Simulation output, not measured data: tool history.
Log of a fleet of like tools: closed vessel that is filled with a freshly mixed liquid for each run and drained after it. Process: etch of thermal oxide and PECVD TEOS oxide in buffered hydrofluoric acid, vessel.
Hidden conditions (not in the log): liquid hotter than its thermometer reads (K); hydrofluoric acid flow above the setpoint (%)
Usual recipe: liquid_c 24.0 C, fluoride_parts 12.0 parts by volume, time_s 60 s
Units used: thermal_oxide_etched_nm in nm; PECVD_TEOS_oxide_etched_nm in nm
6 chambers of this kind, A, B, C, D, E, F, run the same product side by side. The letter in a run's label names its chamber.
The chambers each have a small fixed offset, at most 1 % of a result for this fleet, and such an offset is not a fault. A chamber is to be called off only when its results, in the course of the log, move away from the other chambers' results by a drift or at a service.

| run | hour | liquid_c | fluoride_parts | time_s | hours since the thermometer was replaced | hours since the hydrofluoric acid flow meter was replaced | read-back film thickness of the thermal oxide reference wafer, read on the same gauge (nm) | read-back film thickness of the PECVD TEOS oxide reference wafer, read on the same gauge (nm) | thermal_oxide_etched_nm | PECVD_TEOS_oxide_etched_nm |
|---|---|---|---|---|---|---|---|---|---|---|
| 1A | 15.1 | 24.0 | 12.0 | 60 | 138.2 | 275.2 | 49.970 | 150.04 | 61.118 | 68.051 |
| 2D | 29.3 | 24.0 | 12.0 | 60 | 1257.9 | 351.0 | 50.006 | 150.03 | 61.550 | 67.495 |
| 3B | 44.9 | 24.0 | 12.0 | 60 | 1843.7 | 784.3 | 49.995 | 150.01 | 60.877 | 68.079 |
| 4E | 58.8 | 24.0 | 12.0 | 60 | 830.0 | 472.6 | 49.965 | 149.96 | 61.013 | 68.137 |
| 5F | 71.5 | 24.0 | 12.0 | 60 | 1037.0 | 290.8 | 49.961 | 150.01 | 61.145 | 69.050 |
| 6C | 82.0 | 24.0 | 12.0 | 60 | 1499.9 | 1528.7 | 49.984 | 150.02 | 61.130 | 67.782 |
| 7A | 97.7 | 20.5 | 12.0 | 80 | 220.8 | 357.8 | 49.965 | 149.98 | 67.321 | 74.245 |
| 8D | 106.0 | 20.5 | 12.0 | 80 | 1334.6 | 427.7 | 50.013 | 150.00 | 67.535 | 74.331 |
| 9E | 116.6 | 20.5 | 12.0 | 80 | 887.8 | 530.4 | 50.003 | 150.03 | 67.136 | 74.857 |
| 10F | 131.2 | 20.5 | 12.0 | 80 | 1096.7 | 350.5 | 49.987 | 149.99 | 66.576 | 74.721 |
| 11C | 145.9 | 20.5 | 12.0 | 80 | 1563.8 | 1592.6 | 49.996 | 150.00 | 66.591 | 74.817 |
|  | 146.2 | chamber C: thermometer replaced |
| 12B | 154.7 | 20.5 | 12.0 | 80 | 1953.5 | 894.1 | 50.004 | 150.02 | 66.814 | 74.873 |
| 13E | 162.4 | 24.0 | 12.0 | 60 | 933.6 | 576.2 | 49.978 | 149.99 | 60.904 | 67.708 |
| 14D | 169.8 | 27.5 | 12.0 | 60 | 1398.4 | 491.5 | 49.974 | 150.01 | 74.620 | 82.104 |
| 15F | 178.6 | 27.5 | 12.0 | 60 | 1144.1 | 397.9 | 50.037 | 149.99 | 74.581 | 84.082 |
|  | 185.7 | chamber A: hydrofluoric acid flow meter replaced |
| 16B | 188.2 | 27.5 | 12.0 | 60 | 1987.0 | 927.6 | 49.950 | 150.02 | 73.815 | 82.966 |
| 17C | 202.9 | 27.5 | 12.0 | 60 | 56.8 | 1649.6 | 49.983 | 150.00 | 73.786 | 83.027 |
| 18A | 217.2 | 27.5 | 12.0 | 60 | 340.3 | 31.5 | 50.058 | 150.02 | 74.547 | 82.834 |
| 19B | 232.5 | 27.5 | 12.0 | 60 | 2031.3 | 971.9 | 49.984 | 149.98 | 74.158 | 82.152 |
| 20C | 245.0 | 24.0 | 12.0 | 60 | 98.9 | 1691.7 | 49.992 | 150.00 | 60.394 | 67.914 |
| 21D | 254.8 | 20.0 | 9.5 | 60 | 1483.4 | 576.5 | 50.028 | 149.99 | 60.741 | 67.160 |
| 22F | 262.5 | 20.0 | 9.5 | 60 | 1228.0 | 481.8 | 50.023 | 150.01 | 60.180 | 67.956 |
| 23E | 276.3 | 20.0 | 9.5 | 60 | 1047.5 | 690.1 | 49.985 | 150.00 | 60.729 | 66.566 |
| 24A | 288.5 | 20.0 | 9.5 | 60 | 411.6 | 102.8 | 49.969 | 150.05 | 60.661 | 67.384 |
| 25D | 301.3 | 20.0 | 9.5 | 60 | 1529.9 | 623.0 | 50.027 | 150.00 | 61.033 | 67.078 |
| 26E | 316.7 | 20.0 | 9.5 | 60 | 1087.9 | 730.5 | 49.954 | 149.98 | 60.198 | 66.813 |
|  | 319.0 | chamber F: hydrofluoric acid flow meter replaced |
| 27F | 330.3 | 22.5 | 12.0 | 60 | 1295.8 | 11.4 | 50.016 | 150.00 | 56.785 | 62.764 |
| 28C | 340.0 | 22.5 | 12.0 | 60 | 193.9 | 1786.7 | 49.966 | 150.02 | 56.392 | 62.806 |
| 29A | 352.9 | 22.5 | 12.0 | 60 | 476.0 | 167.2 | 50.016 | 150.01 | 56.593 | 62.506 |
| 30B | 367.3 | 22.5 | 12.0 | 60 | 2166.1 | 1106.7 | 50.016 | 150.02 | 55.826 | 62.249 |
| 31E | 379.1 | 22.5 | 12.0 | 60 | 1150.3 | 792.9 | 50.015 | 150.01 | 56.240 | 62.674 |
| 32C | 387.8 | 22.5 | 12.0 | 60 | 241.7 | 1834.5 | 49.951 | 150.00 | 55.310 | 62.459 |
| 33F | 395.8 | 24.0 | 12.0 | 60 | 1361.3 | 76.9 | 49.999 | 149.98 | 60.854 | 68.698 |
| 34A | 404.0 | 20.5 | 15.0 | 60 | 527.1 | 218.3 | 50.009 | 149.98 | 40.818 | 45.184 |
| 35D | 416.7 | 20.5 | 15.0 | 60 | 1645.3 | 738.4 | 50.016 | 150.00 | 40.207 | 44.882 |
| 36B | 431.4 | 20.5 | 15.0 | 60 | 2230.2 | 1170.8 | 49.996 | 149.98 | 40.370 | 45.280 |
| 37C | 447.0 | 20.5 | 15.0 | 60 | 300.9 | 1893.7 | 49.993 | 150.00 | 40.104 | 44.988 |
| 38F | 460.8 | 20.5 | 15.0 | 60 | 1426.3 | 141.9 | 50.009 | 150.02 | 40.595 | 45.318 |
| 39A | 468.7 | 20.5 | 15.0 | 60 | 591.8 | 283.0 | 50.012 | 150.05 | 40.547 | 45.539 |

Each of the 6 chambers runs these same settings next. Fill in every chamber's results:
| 40A | 480.5 | 24.0 | 12.0 | 60 |  |  |  |  | ? | ? |
| 40B | 480.5 | 24.0 | 12.0 | 60 |  |  |  |  | ? | ? |
| 40C | 480.5 | 24.0 | 12.0 | 60 |  |  |  |  | ? | ? |
| 40D | 480.5 | 24.0 | 12.0 | 60 |  |  |  |  | ? | ? |
| 40E | 480.5 | 24.0 | 12.0 | 60 |  |  |  |  | ? | ? |
| 40F | 480.5 | 24.0 | 12.0 | 60 |  |  |  |  | ? | ? |

| run | thermal_oxide_etched_nm | PECVD_TEOS_oxide_etched_nm |
|---|---|---|
| 40A | 61.184 | 68.044 |
| 40B | 61.400 | 68.479 |
| 40C | 60.526 | 68.692 |
| 40D | 61.319 | 67.337 |
| 40E | 60.759 | 67.666 |
| 40F | 60.802 | 69.215 |
